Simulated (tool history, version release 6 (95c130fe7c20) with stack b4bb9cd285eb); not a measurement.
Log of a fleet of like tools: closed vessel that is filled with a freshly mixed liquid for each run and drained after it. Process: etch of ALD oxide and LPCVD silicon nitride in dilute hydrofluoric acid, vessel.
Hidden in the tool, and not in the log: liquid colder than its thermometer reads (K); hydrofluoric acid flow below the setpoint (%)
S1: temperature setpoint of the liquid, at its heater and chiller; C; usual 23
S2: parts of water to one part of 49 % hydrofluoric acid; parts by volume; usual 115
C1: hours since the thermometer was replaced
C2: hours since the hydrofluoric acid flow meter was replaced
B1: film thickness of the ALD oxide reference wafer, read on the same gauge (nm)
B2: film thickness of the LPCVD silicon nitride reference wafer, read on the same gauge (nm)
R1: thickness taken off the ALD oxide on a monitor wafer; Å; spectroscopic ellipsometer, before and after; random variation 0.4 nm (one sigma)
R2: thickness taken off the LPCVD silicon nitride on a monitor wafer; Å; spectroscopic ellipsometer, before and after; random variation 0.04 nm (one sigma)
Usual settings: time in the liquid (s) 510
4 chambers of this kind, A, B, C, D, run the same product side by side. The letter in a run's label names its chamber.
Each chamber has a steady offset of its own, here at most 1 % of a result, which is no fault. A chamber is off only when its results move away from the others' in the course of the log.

Run 1C, day 0.154: usual settings; C1 27.5; C2 417.7; B1 130.01; B2 130.01. Result: R1 398.82 Å, R2 18.607 Å.
Run 2A, day 0.429: usual settings; C1 1607.2; C2 363.6; B1 129.99; B2 130.03. Result: R1 397.57 Å, R2 17.462 Å.
Run 3D, day 0.692: usual settings; C1 1263.5; C2 999.6; B1 130.01; B2 130.01. Result: R1 417.24 Å, R2 17.519 Å.
Run 4B, day 0.838: usual settings; C1 1139.4; C2 614.3; B1 129.99; B2 130.04. Result: R1 402.33 Å, R2 17.731 Å.
Run 5B, day 1.038: usual settings; C1 1144.2; C2 619.1; B1 130.00; B2 129.99. Result: R1 407.78 Å, R2 17.947 Å.
Run 6C, day 1.254: usual settings; C1 53.9; C2 444.1; B1 130.02; B2 129.99. Result: R1 408.05 Å, R2 17.980 Å.
Run 7A, day 1.392: usual settings; C1 1630.3; C2 386.7; B1 130.03; B2 129.98. Result: R1 403.14 Å, R2 17.589 Å.
Run 8D, day 1.588: usual settings; C1 1285.0; C2 1021.1; B1 130.02; B2 130.01. Result: R1 412.34 Å, R2 17.982 Å.
Run 9B, day 1.804: usual settings; C1 1162.6; C2 637.5; B1 130.00; B2 130.00. Result: R1 414.77 Å, R2 17.732 Å.
Run 10D, day 1.983: usual settings; C1 1294.5; C2 1030.6; B1 130.01; B2 129.98. Result: R1 411.98 Å, R2 17.799 Å.
Run 11C, day 2.112: usual settings but S1 25 C; C1 74.5; C2 464.7; B1 129.99; B2 130.04. Result: R1 442.45 Å, R2 20.219 Å.
Run 12A, day 2.338: usual settings but S1 25 C; C1 1653.0; C2 409.4; B1 130.00; B2 130.01. Result: R1 439.10 Å, R2 20.166 Å.
Run 13B, day 2.629: usual settings but S1 25 C; C1 1182.4; C2 657.3; B1 130.00; B2 130.03. Result: R1 445.17 Å, R2 20.044 Å.
Run 14D, day 2.917: usual settings but S1 25 C; C1 1316.9; C2 1053.0; B1 130.00; B2 130.03. Result: R1 438.57 Å, R2 20.130 Å.
Run 15A, day 3.067: usual settings; C1 1670.5; C2 426.9; B1 130.02; B2 129.97. Result: R1 406.83 Å, R2 18.016 Å.
Run 16C, day 3.233: usual settings; C1 101.4; C2 491.6; B1 130.00; B2 130.00. Result: R1 408.21 Å, R2 18.072 Å.
Run 17D, day 3.446: usual settings but S1 26 C, S2 140 parts by volume; C1 1329.6; C2 1065.7; B1 130.01; B2 130.00. Result: R1 358.04 Å, R2 16.910 Å.
Run 18B, day 3.696: usual settings but S1 26 C, S2 140 parts by volume; C1 1208.0; C2 682.9; B1 129.98; B2 130.02. Result: R1 365.73 Å, R2 17.242 Å.
Run 19A, day 3.829: usual settings but S1 26 C, S2 140 parts by volume; C1 1688.8; C2 445.2; B1 129.99; B2 129.97. Result: R1 359.47 Å, R2 17.236 Å.
Run 20C, day 4.021: usual settings but S1 26 C, S2 140 parts by volume; C1 120.3; C2 510.5; B1 130.04; B2 130.00. Result: R1 366.82 Å, R2 17.677 Å.
Run 21B, day 4.304: usual settings; C1 1222.6; C2 697.5; B1 130.01; B2 130.01. Result: R1 408.57 Å, R2 18.717 Å.
Run 22C, day 4.462: usual settings; C1 130.9; C2 521.1; B1 129.97; B2 129.99. Result: R1 408.93 Å, R2 17.965 Å.
Run 23D, day 4.667: usual settings; C1 1358.9; C2 1095.0; B1 130.00; B2 129.96. Result: R1 398.67 Å, R2 16.648 Å.
Run 24A, day 4.938: usual settings; C1 1715.4; C2 471.8; B1 129.96; B2 129.99. Result: R1 406.13 Å, R2 17.492 Å.
Run 25C, day 5.092: usual settings; C1 146.0; C2 536.2; B1 129.96; B2 129.94. Result: R1 410.71 Å, R2 17.917 Å.
Run 26D, day 5.279: usual settings but S2 60 parts by volume; C1 1373.6; C2 1109.7; B1 130.00; B2 130.02. Result: R1 804.63 Å, R2 30.378 Å.
At day 5.292: chamber B: thermometer replaced.
Run 27A, day 5.488: usual settings but S2 60 parts by volume; C1 1728.6; C2 485.0; B1 129.99; B2 130.02. Result: R1 830.60 Å, R2 34.537 Å.
Run 28B, day 5.717: usual settings but S2 60 parts by volume; C1 10.2; C2 731.4; B1 129.98; B2 130.05. Result: R1 816.51 Å, R2 33.723 Å.
Run 29A, day 6.004: usual settings but S2 60 parts by volume; C1 1741.0; C2 497.4; B1 129.99; B2 129.97. Result: R1 831.13 Å, R2 33.418 Å.

What goes on in this fleet: one chamber off, a drifting gauge, or nothing beyond the chambers' own small offsets? Name the chamber and the cause, if any.

Chamber D drifts away from the others.
Cause: hydrofluoric acid flow below the setpoint (%) = 6.45.

Here are 4 candidates for chamber D's next run, each the usual settings with a change, their results left as question marks. Which one brings its results back in line with what the others give on the usual settings?
In line means no further than this from the other chambers' mean on the usual settings: R1 14.00 Å; R2 1.400 Å
Run 30D-1, day 6.217: usual settings but S1 24.0 C, time in the liquid (s) 550. Result: R1 ?, R2 ?.
Run 30D-2, day 6.217: usual settings but S1 22.5 C, time in the liquid (s) 490. Result: R1 ?, R2 ?.
Run 30D-3, day 6.217: usual settings but S1 23.5 C, time in the liquid (s) 530. Result: R1 ?, R2 ?.
Run 30D-4, day 6.217: usual settings but S1 22.0 C, time in the liquid (s) 475. Result: R1 ?, R2 ?.

The other chambers' mean on the usual settings: R1 407.46 Å; R2 17.853 Å
  run      R1      R2
30D-1  431.45  19.410
30D-2  362.41  15.670
30D-3  407.72  18.102
30D-4  344.42  14.696
30D-3 brings the chamber back in line.
